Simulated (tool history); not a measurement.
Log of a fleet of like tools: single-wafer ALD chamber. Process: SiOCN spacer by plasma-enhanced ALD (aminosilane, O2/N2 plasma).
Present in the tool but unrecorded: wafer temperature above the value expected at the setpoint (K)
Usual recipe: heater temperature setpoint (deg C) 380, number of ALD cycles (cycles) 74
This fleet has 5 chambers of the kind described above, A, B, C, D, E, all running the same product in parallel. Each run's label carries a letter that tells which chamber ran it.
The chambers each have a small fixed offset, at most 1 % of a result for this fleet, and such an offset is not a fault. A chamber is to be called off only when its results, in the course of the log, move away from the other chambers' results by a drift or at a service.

run	day	heater temperature setpoint (deg C)	number of ALD cycles (cycles)	hours since the last thermocouple change	read-back reference wafer on the same gauge, thickness_nm	mean film thickness on the monitor wafer (Å)
1C	0.283	380	74	2101.8	3.6641	44.599
2E	0.467	380	74	2046.9	3.6544	44.491
3D	0.662	380	74	626.7	3.6616	44.727
4A	0.942	380	74	438.4	3.6586	44.389
5B	1.162	380	74	1809.6	3.6596	44.667
6D	1.392	380	74	644.2	3.6630	44.722
7B	1.625	380	74	1820.7	3.6619	44.575
8E	1.946	394	63	2082.4	3.6599	37.717
9A	2.238	394	63	469.5	3.6579	37.785
10C	2.467	394	63	2154.2	3.6587	38.061
# day 2.771: chamber B: thermocouple changed; heater temperature recalibrated
11A	2.783	394	63	482.6	3.6596	37.661
12D	2.992	394	63	682.6	3.6618	37.675
13E	3.288	380	74	2114.6	3.6574	44.217
14B	3.521	380	74	18.1	3.6607	44.864
15C	3.838	380	62	2187.1	3.6610	37.633
16B	4.108	380	62	32.2	3.6604	37.153
17C	4.296	380	62	2198.1	3.6590	37.522
18E	4.546	380	62	2144.8	3.6582	37.071
19D	4.908	380	62	728.6	3.6627	37.386
20A	5.258	380	74	542.0	3.6585	44.310
21D	5.425	380	74	741.0	3.6602	44.908
22A	5.617	380	74	550.6	3.6591	44.101
23E	5.892	375	69	2177.1	3.6594	41.733
24C	6.058	375	69	2240.4	3.6573	42.126
25B	6.242	375	69	83.4	3.6609	41.692
26A	6.567	375	69	573.4	3.6587	40.950
27B	6.783	375	69	96.4	3.6607	41.596
28E	7.146	380	74	2207.2	3.6577	44.511
29C	7.483	380	74	2274.6	3.6564	44.700
30D	7.821	380	74	798.5	3.6604	44.753
31C	8.054	380	74	2288.3	3.6594	45.071
32B	8.217	380	74	130.8	3.6579	44.658
33E	8.475	380	74	2239.1	3.6637	44.368
34A	8.817	380	74	627.4	3.6588	44.479
35D	9.004	380	74	826.9	3.6575	44.540
36B	9.350	380	67	158.0	3.6579	40.457
37E	9.533	380	67	2264.5	3.6592	40.304
38D	9.900	380	67	848.4	3.6647	40.068
39A	10.221	380	67	661.1	3.6577	40.101
# day 10.454: chamber D: thermocouple changed; heater temperature recalibrated
40C	10.508	380	67	2347.2	3.6591	40.625
41D	10.708	380	74	6.2	3.6631	44.768
42B	10.908	380	74	195.4	3.6591	44.642
43C	11.138	366	69	2362.3	3.6582	41.699

Decide between three cases: one chamber stands off from its peers, the gauge reading all wafers drifts, or nothing is wrong past each chamber's small offset. Where a chamber is off, say which and what most likely put it there.

All chambers stay in line apart from their small fixed offsets, and the gauge does not drift.
